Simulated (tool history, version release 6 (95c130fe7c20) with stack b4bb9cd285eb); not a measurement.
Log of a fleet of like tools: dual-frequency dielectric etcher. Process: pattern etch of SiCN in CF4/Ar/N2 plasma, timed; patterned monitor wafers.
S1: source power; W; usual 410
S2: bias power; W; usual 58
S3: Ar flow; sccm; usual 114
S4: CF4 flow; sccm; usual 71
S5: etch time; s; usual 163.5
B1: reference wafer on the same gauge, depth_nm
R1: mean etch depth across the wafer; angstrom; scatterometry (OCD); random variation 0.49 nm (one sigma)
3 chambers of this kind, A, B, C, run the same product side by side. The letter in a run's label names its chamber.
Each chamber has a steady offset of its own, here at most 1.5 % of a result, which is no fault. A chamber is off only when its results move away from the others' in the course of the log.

run 1B hour=4.1 | S1=410 S2=58 S3=114 S4=71 S5=163.5 | B1=95 | R1=1173.1
run 2A hour=7.7 | S1=410 S2=58 S3=114 S4=71 S5=163.5 | B1=94.891 | R1=1188
run 3C hour=11 | S1=410 S2=58 S3=114 S4=71 S5=163.5 | B1=94.94 | R1=1191.4
run 4B hour=14.8 | S1=410 S2=58 S3=114 S4=71 S5=163.5 | B1=95.001 | R1=1165.1
run 5A hour=19.6 | S1=410 S2=58 S3=114 S4=71 S5=163.5 | B1=95.037 | R1=1184.4
run 6C hour=23.4 | S1=410 S2=58 S3=114 S4=71 S5=163.5 | B1=94.988 | R1=1196.1
run 7A hour=27.1 | S1=410 S2=58 S3=114 S4=71 S5=163.5 | B1=95.1 | R1=1181.9
run 8C hour=31.9 | S1=410 S2=58 S3=114 S4=71 S5=163.5 | B1=94.979 | R1=1192.9
run 9B hour=34.2 | S1=410 S2=58 S3=114 S4=71 S5=163.5 | B1=95.033 | R1=1170.1
run 10A hour=36.5 | S1=410 S2=58 S3=114 S4=71 S5=163.5 | B1=94.946 | R1=1184.6
run 11B hour=39.6 | S1=410 S2=58 S3=125 S4=71 S5=192 | B1=95.089 | R1=1345
run 12C hour=42.9 | S1=410 S2=58 S3=125 S4=71 S5=192 | B1=94.967 | R1=1393
run 13C hour=47.3 | S1=410 S2=58 S3=125 S4=71 S5=192 | B1=95.016 | R1=1380.5
run 14A hour=49.6 | S1=410 S2=58 S3=114 S4=71 S5=163.5 | B1=95.051 | R1=1189.6
run 15B hour=52.4 | S1=410 S2=58 S3=114 S4=71 S5=163.5 | B1=95.017 | R1=1161.7
run 16B hour=55.7 | S1=410 S2=58 S3=114 S4=71 S5=163.5 | B1=94.987 | R1=1162.8
run 17A hour=60.3 | S1=410 S2=58 S3=114 S4=71 S5=163.5 | B1=95.021 | R1=1183.1
run 18C hour=65.3 | S1=410 S2=58 S3=114 S4=71 S5=163.5 | B1=95.035 | R1=1204.5
run 19A hour=68.5 | S1=410 S2=58 S3=102 S4=61 S5=163.5 | B1=95.066 | R1=1178
run 20C hour=70.9 | S1=410 S2=58 S3=102 S4=61 S5=163.5 | B1=94.927 | R1=1200.2
run 21B hour=75 | S1=410 S2=58 S3=102 S4=61 S5=163.5 | B1=94.976 | R1=1158.5
run 22A hour=78.1 | S1=410 S2=58 S3=114 S4=71 S5=163.5 | B1=94.998 | R1=1185.5
run 23C hour=82.7 | S1=410 S2=58 S3=114 S4=71 S5=163.5 | B1=94.986 | R1=1218.7
run 24B hour=86.5 | S1=410 S2=58 S3=114 S4=71 S5=163.5 | B1=94.966 | R1=1173.1
run 25C hour=89.8 | S1=410 S2=58 S3=114 S4=71 S5=163.5 | B1=95.063 | R1=1214.1
run 26B hour=93.6 | S1=410 S2=58 S3=114 S4=71 S5=163.5 | B1=94.982 | R1=1169.1
run 27A hour=95.8 | S1=410 S2=58 S3=114 S4=71 S5=163.5 | B1=94.926 | R1=1185.1
run 28A hour=100.8 | S1=410 S2=71 S3=114 S4=71 S5=141 | B1=94.875 | R1=1095
run 29C hour=104.9 | S1=410 S2=71 S3=114 S4=71 S5=141 | B1=95.006 | R1=1119.2

All 3 chambers run these settings next. Forecast each chamber's results:
run 30A hour=108.4 | S1=410 S2=58 S3=114 S4=71 S5=163.5 | R1=?
run 30B hour=108.4 | S1=410 S2=58 S3=114 S4=71 S5=163.5 | R1=?
run 30C hour=108.4 | S1=410 S2=58 S3=114 S4=71 S5=163.5 | R1=?

run=30A R1=1185.9
run=30B R1=1164
run=30C R1=1219.1
